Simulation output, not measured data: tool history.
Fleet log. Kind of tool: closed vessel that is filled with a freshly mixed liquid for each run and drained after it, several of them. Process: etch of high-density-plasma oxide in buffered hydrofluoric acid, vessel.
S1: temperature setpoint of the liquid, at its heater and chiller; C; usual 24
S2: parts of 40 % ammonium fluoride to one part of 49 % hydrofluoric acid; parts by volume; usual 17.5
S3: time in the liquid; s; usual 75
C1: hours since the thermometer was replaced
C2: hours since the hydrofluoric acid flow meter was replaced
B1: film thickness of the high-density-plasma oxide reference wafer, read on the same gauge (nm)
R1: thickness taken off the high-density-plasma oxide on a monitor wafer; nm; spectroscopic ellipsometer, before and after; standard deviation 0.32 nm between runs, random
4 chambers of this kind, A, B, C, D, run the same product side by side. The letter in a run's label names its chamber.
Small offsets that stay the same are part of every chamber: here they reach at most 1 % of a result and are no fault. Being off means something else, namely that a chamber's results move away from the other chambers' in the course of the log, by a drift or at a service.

run 1C hour=3.8 | S1=24 S2=17.5 S3=75 | C1=474 C2=307.5 | B1=40.013 | R1=52.688
run 2D hour=7 | S1=24 S2=17.5 S3=75 | C1=1393.2 C2=1261.9 | B1=39.993 | R1=54.801
run 3A hour=10.7 | S1=24 S2=17.5 S3=75 | C1=1040 C2=570.8 | B1=39.989 | R1=54.038
run 4B hour=13.4 | S1=24 S2=17.5 S3=75 | C1=116.7 C2=197.6 | B1=39.995 | R1=54.135
run 5C hour=16.1 | S1=24 S2=17.5 S3=75 | C1=486.3 C2=319.8 | B1=40.013 | R1=53.454
run 6D hour=19.2 | S1=24 S2=17.5 S3=75 | C1=1405.4 C2=1274.1 | B1=39.975 | R1=54.51
run 7A hour=21.5 | S1=24 S2=17.5 S3=75 | C1=1050.8 C2=581.6 | B1=39.959 | R1=53.828
run 8B hour=23.9 | S1=19.5 S2=22.5 S3=75 | C1=127.2 C2=208.1 | B1=40.013 | R1=34.231
run 9A hour=26.5 | S1=19.5 S2=22.5 S3=75 | C1=1055.8 C2=586.6 | B1=40.014 | R1=34.292
run 10D hour=29 | S1=19.5 S2=22.5 S3=75 | C1=1415.2 C2=1283.9 | B1=40.043 | R1=34.287
run 11C hour=33.5 | S1=19.5 S2=22.5 S3=75 | C1=503.7 C2=337.2 | B1=40.002 | R1=33.284
run 12B hour=37.5 | S1=24 S2=23 S3=75 | C1=140.8 C2=221.7 | B1=40.017 | R1=42.929
run 13D hour=41.4 | S1=24 S2=23 S3=75 | C1=1427.6 C2=1296.3 | B1=39.982 | R1=42.719
run 14A hour=43.9 | S1=24 S2=23 S3=75 | C1=1073.2 C2=604 | B1=40.003 | R1=43.358
run 15C hour=48.1 | S1=24 S2=23 S3=75 | C1=518.3 C2=351.8 | B1=40.006 | R1=42.402
run 16B hour=50.3 | S1=24 S2=17.5 S3=75 | C1=153.6 C2=234.5 | B1=39.996 | R1=54.133
run 17B hour=54.5 | S1=24 S2=17.5 S3=75 | C1=157.8 C2=238.7 | B1=40.008 | R1=54.124
run 18D hour=56.7 | S1=24 S2=17.5 S3=75 | C1=1442.9 C2=1311.6 | B1=39.974 | R1=53.038
run 19A hour=59.7 | S1=24 S2=17.5 S3=75 | C1=1089 C2=619.8 | B1=39.971 | R1=52.979
run 20C hour=63.7 | S1=24 S2=17.5 S3=75 | C1=533.9 C2=367.4 | B1=39.985 | R1=53.442
-- hour=66.5 chamber C: thermometer replaced
run 21C hour=67.6 | S1=24 S2=12 S3=40 | C1=1.2 C2=371.3 | B1=40.009 | R1=41.493
run 22B hour=70.6 | S1=24 S2=12 S3=40 | C1=173.9 C2=254.8 | B1=40.002 | R1=41.565
run 23A hour=73.9 | S1=24 S2=12 S3=40 | C1=1103.2 C2=634 | B1=40.025 | R1=41.67
run 24D hour=77.4 | S1=24 S2=12 S3=40 | C1=1463.6 C2=1332.3 | B1=40.016 | R1=39.748
run 25A hour=81.7 | S1=24 S2=17.5 S3=75 | C1=1111 C2=641.8 | B1=40.007 | R1=53.531
run 26B hour=84.6 | S1=24 S2=17.5 S3=75 | C1=187.9 C2=268.8 | B1=39.968 | R1=54.044
run 27D hour=89.1 | S1=24 S2=17.5 S3=75 | C1=1475.3 C2=1344 | B1=39.96 | R1=52.169
run 28C hour=92.9 | S1=24 S2=10.5 S3=75 | C1=26.5 C2=396.6 | B1=39.992 | R1=89.599
run 29A hour=97.1 | S1=24 S2=10.5 S3=75 | C1=1126.4 C2=657.2 | B1=40.001 | R1=87.693
run 30D hour=99.5 | S1=24 S2=10.5 S3=75 | C1=1485.7 C2=1354.4 | B1=40.006 | R1=84.794
run 31C hour=103.2 | S1=24 S2=10.5 S3=75 | C1=36.8 C2=406.9 | B1=39.966 | R1=89.814
run 32B hour=106.3 | S1=24 S2=22 S3=45 | C1=209.6 C2=290.5 | B1=40.033 | R1=26.85
run 33C hour=108.6 | S1=24 S2=22 S3=45 | C1=42.2 C2=412.3 | B1=40.026 | R1=26.382
run 34A hour=110.9 | S1=24 S2=22 S3=45 | C1=1140.2 C2=671 | B1=40.022 | R1=26.577
run 35B hour=115.5 | S1=24 S2=22 S3=45 | C1=218.8 C2=299.7 | B1=39.964 | R1=26.531
run 36D hour=119.3 | S1=24 S2=17.5 S3=95 | C1=1505.5 C2=1374.2 | B1=39.993 | R1=64.534
run 37C hour=123.8 | S1=24 S2=17.5 S3=95 | C1=57.4 C2=427.5 | B1=39.975 | R1=68.535
run 38A hour=127.9 | S1=24 S2=17.5 S3=95 | C1=1157.2 C2=688 | B1=40.017 | R1=68.472
run 39B hour=132.4 | S1=24 S2=17.5 S3=95 | C1=235.7 C2=316.6 | B1=40.012 | R1=68.564
run 40D hour=135.9 | S1=24 S2=17.5 S3=75 | C1=1522.1 C2=1390.8 | B1=40.012 | R1=50.532
run 41B hour=140.2 | S1=24 S2=17.5 S3=75 | C1=243.5 C2=324.4 | B1=40.013 | R1=53.918
run 42C hour=143.8 | S1=24 S2=17.5 S3=75 | C1=77.4 C2=447.5 | B1=39.985 | R1=53.626
run 43D hour=148.3 | S1=24 S2=17.5 S3=75 | C1=1534.5 C2=1403.2 | B1=39.995 | R1=49.834

For the next run the whole fleet of 4 chambers uses the same settings. Give each chamber's results:
run 44A hour=151.7 | S1=24 S2=17.5 S3=75 | R1=?
run 44B hour=151.7 | S1=24 S2=17.5 S3=75 | R1=?
run 44C hour=151.7 | S1=24 S2=17.5 S3=75 | R1=?
run 44D hour=151.7 | S1=24 S2=17.5 S3=75 | R1=?

run=44A R1=54.099
run=44B R1=53.633
run=44C R1=54.028
run=44D R1=49.701
